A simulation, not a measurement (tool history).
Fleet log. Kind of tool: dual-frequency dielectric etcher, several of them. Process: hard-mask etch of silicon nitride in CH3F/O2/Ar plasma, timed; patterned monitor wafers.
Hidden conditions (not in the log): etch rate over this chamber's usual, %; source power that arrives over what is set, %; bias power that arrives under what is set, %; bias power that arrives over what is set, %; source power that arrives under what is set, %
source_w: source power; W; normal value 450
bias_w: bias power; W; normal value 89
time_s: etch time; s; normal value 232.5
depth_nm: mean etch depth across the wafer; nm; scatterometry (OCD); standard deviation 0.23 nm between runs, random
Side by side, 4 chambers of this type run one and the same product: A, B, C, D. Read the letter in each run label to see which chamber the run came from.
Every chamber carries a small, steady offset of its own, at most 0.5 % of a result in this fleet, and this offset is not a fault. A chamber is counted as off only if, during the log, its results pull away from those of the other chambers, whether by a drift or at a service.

run   hour  source_w  bias_w  time_s  hours since the last wet clean  hours since the last source power generator calibration  hours since the last bias power generator calibration  read-back reference wafer on the same gauge, depth_nm  depth_nm
 1D    4.7       450      89   232.5                           361.7                                                   1431.4                                                  453.6                                                    171    181.82
 2C      9       450      89   232.5                            35.6                                                   1093.9                                                 2905.5                                                 171.05    183.24
 3B   12.2       450      89   232.5                           128.1                                                   1524.5                                                 2530.1                                                  171.1    182.66
 4A     17       450      89   232.5                           309.1                                                   1070.9                                                  230.5                                                  171.1    184.15
 5C   21.8       450      89   232.5                            48.4                                                   1106.7                                                 2918.3                                                 171.15    183.04
 6B   25.7       450      89   232.5                           141.6                                                     1538                                                 2543.6                                                 171.14    182.67
 7A   30.6       450      89   232.5                           322.7                                                   1084.5                                                  244.1                                                  171.2    183.43
 8D   34.2       450      89   232.5                           391.2                                                   1460.9                                                  483.1                                                 171.18    182.85
 9C   38.9       450      89   232.5                            65.5                                                   1123.8                                                 2935.4                                                 171.23    183.24
      41.5  -- chamber D: source power generator calibrated
10A   43.7       450      89   232.5                           335.8                                                   1097.6                                                  257.2                                                 171.31    184.13
11D   48.4       450      89   232.5                           405.4                                                      6.9                                                  497.3                                                 171.26     182.6
12B   52.5       450      89   232.5                           168.4                                                   1564.8                                                 2570.4                                                 171.37    182.81
13C   54.9       450      89   232.5                            81.5                                                   1139.8                                                 2951.4                                                 171.35    183.82
      57.2  -- chamber D: wet clean of the chamber
14A   58.3       450      89   232.5                           350.4                                                   1112.2                                                  271.8                                                 171.31    183.57
15D   60.6       450      89   232.5                             3.5                                                     19.1                                                  509.5                                                  171.4    182.65
16B   63.9       450      89   232.5                           179.8                                                   1576.2                                                 2581.8                                                 171.39    182.95
17C   66.4       450      89   232.5                              93                                                   1151.3                                                 2962.9                                                 171.44    183.68
18D   69.5       450      89   232.5                            12.4                                                       28                                                  518.4                                                 171.41    182.86
19A   72.3       450      89   232.5                           364.4                                                   1126.2                                                  285.8                                                 171.44    184.42
20B   75.2       450      89   232.5                           191.1                                                   1587.5                                                 2593.1                                                 171.48    183.16
21C   78.8       450      89   232.5                           105.4                                                   1163.7                                                 2975.3                                                 171.54    183.65
22B   83.6       450      89   232.5                           199.5                                                   1595.9                                                 2601.5                                                 171.51    183.08
23D   87.7       450      89   232.5                            30.6                                                     46.2                                                  536.6                                                 171.49    183.27
24A   91.2       450      89   232.5                           383.3                                                   1145.1                                                  304.7                                                 171.61    184.76
25C   93.4       390      89   232.5                             120                                                   1178.3                                                 2989.9                                                 171.55    174.16
26D     96       390      89   232.5                            38.9                                                     54.5                                                  544.9                                                 171.61    173.29
27B   98.5       390      89   232.5                           214.4                                                   1610.8                                                 2616.4                                                 171.57    173.65
28A  101.6       390      89   232.5                           393.7                                                   1155.5                                                  315.1                                                 171.65    174.55
29B  105.4       450      89   232.5                           221.3                                                   1617.7                                                 2623.3                                                  171.7    183.31
30C  107.9       450      89   232.5                           134.5                                                   1192.8                                                 3004.4                                                 171.67    183.91
31A  112.4       450      89   232.5                           404.5                                                   1166.3                                                  325.9                                                 171.71    184.16
32D  117.1       450      89   232.5                              60                                                     75.6                                                    566                                                  171.7    183.56
33B  120.4       450      89     198                           236.3                                                   1632.7                                                 2638.3                                                 171.77    155.97
34A  123.1       450      89     198                           415.2                                                     1177                                                  336.6                                                 171.77    157.09
35C  127.1       450      89     198                           153.7                                                     1212                                                 3023.6                                                 171.78     156.7
36D  130.8       450      89     198                            73.7                                                     89.3                                                  579.7                                                 171.78    156.04
37A  134.7       450      89   232.5                           426.8                                                   1188.6                                                  348.2                                                 171.86    184.41
38C  138.5       450      89   232.5                           165.1                                                   1223.4                                                   3035                                                 171.85    184.35
39B    141       450      89   232.5                           256.9                                                   1653.3                                                 2658.9                                                 171.88    183.93

Predict what each chamber gives when all 4 of them run the settings below next.
40A  144.7       450      89   232.5                                                                                                                                                                                                                ?
40B  144.7       450      89   232.5                                                                                                                                                                                                                ?
40C  144.7       450      89   232.5                                                                                                                                                                                                                ?
40D  144.7       450      89   232.5                                                                                                                                                                                                                ?

run  depth_nm
40A    184.53
40B    183.38
40C    184.14
40D    182.85

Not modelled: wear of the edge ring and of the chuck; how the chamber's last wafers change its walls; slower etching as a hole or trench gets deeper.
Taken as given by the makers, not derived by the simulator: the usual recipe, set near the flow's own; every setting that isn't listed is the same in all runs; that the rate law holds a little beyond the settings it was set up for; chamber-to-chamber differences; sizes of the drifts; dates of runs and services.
